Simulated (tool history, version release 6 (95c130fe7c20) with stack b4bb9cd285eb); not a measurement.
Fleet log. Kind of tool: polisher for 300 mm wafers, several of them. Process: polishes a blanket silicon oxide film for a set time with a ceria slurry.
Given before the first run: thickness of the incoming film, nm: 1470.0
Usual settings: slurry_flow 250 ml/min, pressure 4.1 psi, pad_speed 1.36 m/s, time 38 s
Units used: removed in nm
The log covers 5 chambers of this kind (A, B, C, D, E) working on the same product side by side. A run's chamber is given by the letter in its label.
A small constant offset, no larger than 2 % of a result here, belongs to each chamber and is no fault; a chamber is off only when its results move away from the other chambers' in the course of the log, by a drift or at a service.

run,day,slurry_flow,pressure,pad_speed,time,wafers polished on this pad,hours since the slurry nozzle was cleaned,hours since the head pressure was calibrated,removed
# day 0.3: chamber B: worn pad replaced by a new one
1C,0.3,250,4.1,1.36,38,304,339.2,300.8,274.17
2D,0.629,250,4.1,1.36,38,374,173.5,939,268.28
# day 0.812: chamber E: worn pad replaced by a new one
# day 1: chamber C: slurry nozzle cleaned
3B,1.029,250,4.1,1.36,38,137,348.9,306,273.52
# day 1.508: chamber D: worn pad replaced by a new one
4E,1.542,250,4.1,1.36,38,137,250.9,134.9,273.9
5A,2.029,250,4.1,1.36,38,736,310.7,444.7,272.69
# day 2.079: chamber C: worn pad replaced by a new one
6E,2.5,250,4.1,1.36,38,318,273.9,157.9,271.93
7A,3.117,250,4.1,1.36,38,941,336.8,470.8,270.95
# day 3.425: chamber C: head pressure recalibrated
8B,3.592,250,4.1,1.36,38,619,410.4,367.5,281.97
# day 3.608: chamber E: worn pad replaced by a new one
9C,4.225,250,4.1,1.36,38,404,77.4,19.2,276.18
# day 4.308: chamber D: worn pad replaced by a new one
10D,4.596,250,4.1,1.36,38,54,268.7,1034.2,270.05
# day 5.162: chamber A: worn pad replaced by a new one
11E,5.183,250,4.1,1.36,38,297,338.3,222.3,279.66
12C,5.55,250,4.1,1.36,38,653,109.2,51,266.69
# day 5.662: chamber C: worn pad replaced by a new one
# day 5.696: chamber B: slurry nozzle cleaned
13A,5.925,250,4.1,1.36,38,143,404.2,538.2,277.78
14B,6.292,250,4.1,1.68,26,1127,14.4,432.3,237.32
# day 6.45: chamber E: worn pad replaced by a new one
15D,6.646,250,4.1,1.68,26,440,317.9,1083.4,230.62
16D,6.962,250,4.1,1.68,26,499,325.5,1091,224.71
# day 7.004: chamber B: worn pad replaced by a new one
17B,7.412,250,4.1,1.68,26,77,41.3,459.2,234.07
# day 7.529: chamber D: worn pad replaced by a new one
18A,7.867,250,4.1,1.68,26,509,450.8,584.8,229.22
# day 8.379: chamber C: worn pad replaced by a new one
19E,8.492,250,4.1,1.36,38,384,417.7,301.7,274.76
20C,8.825,250,4.1,1.36,38,84,187.8,129.6,272.69
21D,9.233,250,4.1,1.36,38,320,380,1145.5,276.42
# day 9.496: chamber D: head pressure recalibrated
# day 9.5: chamber A: slurry nozzle cleaned
22C,9.817,250,4.1,1.36,38,270,211.6,153.4,273.96
# day 9.9: chamber E: worn pad replaced by a new one
# day 10.029: chamber E: head pressure recalibrated
23B,10.475,250,4.1,1.36,38,653,114.8,532.7,273.34
# day 10.567: chamber D: worn pad replaced by a new one
24A,10.833,250,4.1,1.36,38,1067,32,656,271.67
# day 11.296: chamber C: worn pad replaced by a new one
25E,11.471,250,4.1,1.36,38,295,489.2,34.6,270.9
26C,11.979,165,2.8,1.36,38,129,263.5,205.3,176.42
27A,12.333,165,2.8,1.36,38,1349,68,692,176.49
# day 12.825: chamber A: worn pad replaced by a new one
28E,12.825,165,2.8,1.36,38,550,521.7,67.1,172.44
29B,13.192,165,2.8,1.36,38,1164,180,597.9,176.65
# day 13.312: chamber E: worn pad replaced by a new one
30D,13.642,165,2.8,1.36,38,578,485.8,99.5,194.42
# day 13.783: chamber B: head pressure recalibrated
# day 13.958: chamber D: worn pad replaced by a new one
31E,14.154,250,4.1,1.36,38,159,553.6,99,268.27
# day 14.171: chamber C: worn pad replaced by a new one
# day 14.2: chamber B: worn pad replaced by a new one
32C,14.462,250,4.1,1.36,38,55,323.1,264.9,278.7
33A,14.929,250,4.1,1.36,38,396,130.3,754.3,272.14
34B,15.317,250,4.1,1.36,38,210,231,36.9,279.09
35D,15.971,250,4.1,1.36,38,379,541.7,155.4,300.1

All 5 chambers run these settings next. Forecast each chamber's results:
36A,16.462,250,4.1,1.36,38,,,,?
36B,16.462,250,4.1,1.36,38,,,,?
36C,16.462,250,4.1,1.36,38,,,,?
36D,16.462,250,4.1,1.36,38,,,,?
36E,16.462,250,4.1,1.36,38,,,,?

run,removed
36A,267.58
36B,268.32
36C,275.4
36D,299.8
36E,270.92

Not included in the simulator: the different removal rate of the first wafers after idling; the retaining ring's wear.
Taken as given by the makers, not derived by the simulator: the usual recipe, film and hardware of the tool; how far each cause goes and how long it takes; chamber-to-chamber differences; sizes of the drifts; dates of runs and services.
